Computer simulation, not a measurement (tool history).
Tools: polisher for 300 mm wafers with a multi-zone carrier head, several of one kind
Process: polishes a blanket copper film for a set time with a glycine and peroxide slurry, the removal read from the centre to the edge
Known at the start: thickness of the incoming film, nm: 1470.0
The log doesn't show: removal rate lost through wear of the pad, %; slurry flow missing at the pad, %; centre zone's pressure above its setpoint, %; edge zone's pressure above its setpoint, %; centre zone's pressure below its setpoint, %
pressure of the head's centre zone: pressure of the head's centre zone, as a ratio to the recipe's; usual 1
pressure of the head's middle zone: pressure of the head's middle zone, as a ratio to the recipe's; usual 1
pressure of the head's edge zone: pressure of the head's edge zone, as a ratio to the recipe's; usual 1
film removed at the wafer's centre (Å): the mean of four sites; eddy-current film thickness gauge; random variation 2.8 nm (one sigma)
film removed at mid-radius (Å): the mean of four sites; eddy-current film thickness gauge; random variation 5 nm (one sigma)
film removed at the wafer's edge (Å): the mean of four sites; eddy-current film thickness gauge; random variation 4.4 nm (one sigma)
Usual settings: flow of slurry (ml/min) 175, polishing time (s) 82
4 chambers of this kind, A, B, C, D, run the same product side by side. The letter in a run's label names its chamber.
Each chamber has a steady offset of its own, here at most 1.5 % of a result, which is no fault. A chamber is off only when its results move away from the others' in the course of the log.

run,hour,flow of slurry (ml/min),pressure of the head's centre zone,pressure of the head's middle zone,pressure of the head's edge zone,polishing time (s),wafers polished on this pad,hours since the slurry nozzle was cleaned,hours since the centre zone pressure was calibrated,hours since the edge zone pressure was calibrated,film removed at the wafer's centre (Å),film removed at mid-radius (Å),film removed at the wafer's edge (Å)
1B,6.2,175,1,1,1,82,171,86.8,1032.2,527.9,4567,4588.4,4568.1
2D,12.6,175,1,1,1,82,383,268,85.5,20,4505.4,4521.3,4521.8
3A,20.4,175,1,1,1,82,518,554.8,256.2,1056,4495.3,4460.1,4429.6
4C,26.5,175,1,1,1,82,1047,56.2,452.2,123.5,4453.2,4539.4,4522.9
5D,34.2,140,1,1,1,82,533,289.6,107.1,41.6,4267.4,4262.7,4381.8
# hour 38.4: chamber B: edge zone pressure recalibrated
6B,41.2,140,1,1,1,82,414,121.8,1067.2,2.8,4325.6,4349.9,4378.7
7A,47.4,140,1,1,1,82,706,581.8,283.2,1083,4324.5,4250.9,4377.9
8C,56.5,140,1,1,1,82,1255,86.2,482.2,153.5,4349.3,4340.1,4314
# hour 59.7: chamber D: slurry nozzle cleaned
# hour 63.2: chamber C: worn pad replaced by a new one
# hour 65.6: chamber B: worn pad replaced by a new one
# hour 68.6: chamber A: worn pad replaced by a new one
9A,69.3,175,1,1,1,82,5,603.7,305.1,1104.9,4558.8,4457.9,4429.5
10C,78.7,175,1,1,1,82,108,108.4,504.4,175.7,4466.3,4542.8,4535.2
11B,87.6,175,1,1,1,82,153,168.2,1113.6,49.2,4508.2,4473.2,4509.2
12D,94.3,175,1,1,1,60,951,34.7,167.2,101.7,3277.5,3268.6,3234.9
13D,100.5,175,1,1,1,60,994,40.9,173.4,107.9,3296.6,3273.8,3277.4
# hour 105.5: chamber B: slurry nozzle cleaned
14C,110.2,175,1,1,1,60,327,139.9,535.9,207.2,3256.1,3326.7,3265.5
15B,123.1,175,1,1,1,60,400,17.7,1149.1,84.7,3298.1,3324.8,3289.4
16A,129.1,175,1,1,1,82,421,663.5,364.9,1164.7,4525.4,4434.5,4394.2
# hour 131.3: chamber D: worn pad replaced by a new one
17B,136.2,175,1,1,1,82,491,30.8,1162.2,97.8,4531.2,4526.4,4534
18C,149.5,175,1,1,1,82,600,179.2,575.2,246.5,4495.4,4530.7,4483.9
19A,161.6,175,1,1,1,82,647,696,397.4,1197.2,4442.6,4438.8,4428.1
# hour 172: chamber C: centre zone pressure recalibrated
20D,173.5,175,1,0.96,1,82,293,113.9,246.4,180.9,4500.5,4221.2,4402.2
# hour 174.8: chamber B: worn pad replaced by a new one
# hour 178.2: chamber B: centre zone pressure recalibrated
21D,183.4,175,1,0.96,1,82,362,123.8,256.3,190.8,4476.2,4392.3,4470.1
# hour 189.4: chamber A: slurry nozzle cleaned
22A,196.6,175,1,0.96,1,82,890,7.2,432.4,1232.2,4540.7,4337.2,4433
# hour 200.4: chamber A: worn pad replaced by a new one
23B,206.7,175,1,0.96,1,82,222,101.3,28.6,168.3,4513,4366.2,4552.4
24C,216.3,175,1,1,1,82,1065,246,44.4,313.3,4214.5,4456.5,4591.7
25D,226,175,1,1,1,82,658,166.4,298.9,233.4,4443.3,4470.4,4484.9
26C,231.9,225,1,1,1,82,1173,261.6,60,328.9,4400.9,4682.6,4510.1
27A,239.5,225,1,1,1,82,272,50.1,475.3,1275.1,4715.9,4694.8,4565.9
# hour 248: chamber C: worn pad replaced by a new one
28B,250.6,225,1,1,1,82,527,145.2,72.5,212.2,4738.3,4602.3,4687.1
29A,263.1,225,1,1,1,82,436,73.7,498.9,1298.7,4729.2,4652.6,4639.8
30C,269.9,175,1,1,1,82,152,299.6,98,366.9,4242.2,4554.8,4423.1
# hour 278.4: chamber B: worn pad replaced by a new one
31B,279.4,175,1,1,1,82,7,174,101.3,241,4539.3,4409.7,4531.7
32D,286.8,175,1,1,1,82,1081,227.2,359.7,294.2,4486.7,4442.3,4480.8
33A,296.5,175,1,1,1,82,669,107.1,532.3,1332.1,4486.6,4462.9,4477.5
34C,309,175,1,1,1,82,424,338.7,137.1,406,4243.3,4547.6,4434.4
35B,315.9,175,1,1,1,82,261,210.5,137.8,277.5,4511.9,4507.3,4505.9
36D,321.8,130,1,1,1,63,1325,262.2,394.7,329.2,3239,3242.9,3304.2
37D,330.9,130,1,1,1,63,1388,271.3,403.8,338.3,3280.3,3297.6,3290.1

Next, every chamber runs the same settings. What will each give?
38A,340.6,175,1,1,1,82,,,,,?,?,?
38B,340.6,175,1,1,1,82,,,,,?,?,?
38C,340.6,175,1,1,1,82,,,,,?,?,?
38D,340.6,175,1,1,1,82,,,,,?,?,?

run,film removed at the wafer's centre (Å),film removed at mid-radius (Å),film removed at the wafer's edge (Å)
38A,4525.2,4515.1,4437.6
38B,4520.2,4510.3,4492
38C,4270,4656.2,4479.7
38D,4482.3,4512.8,4443.8
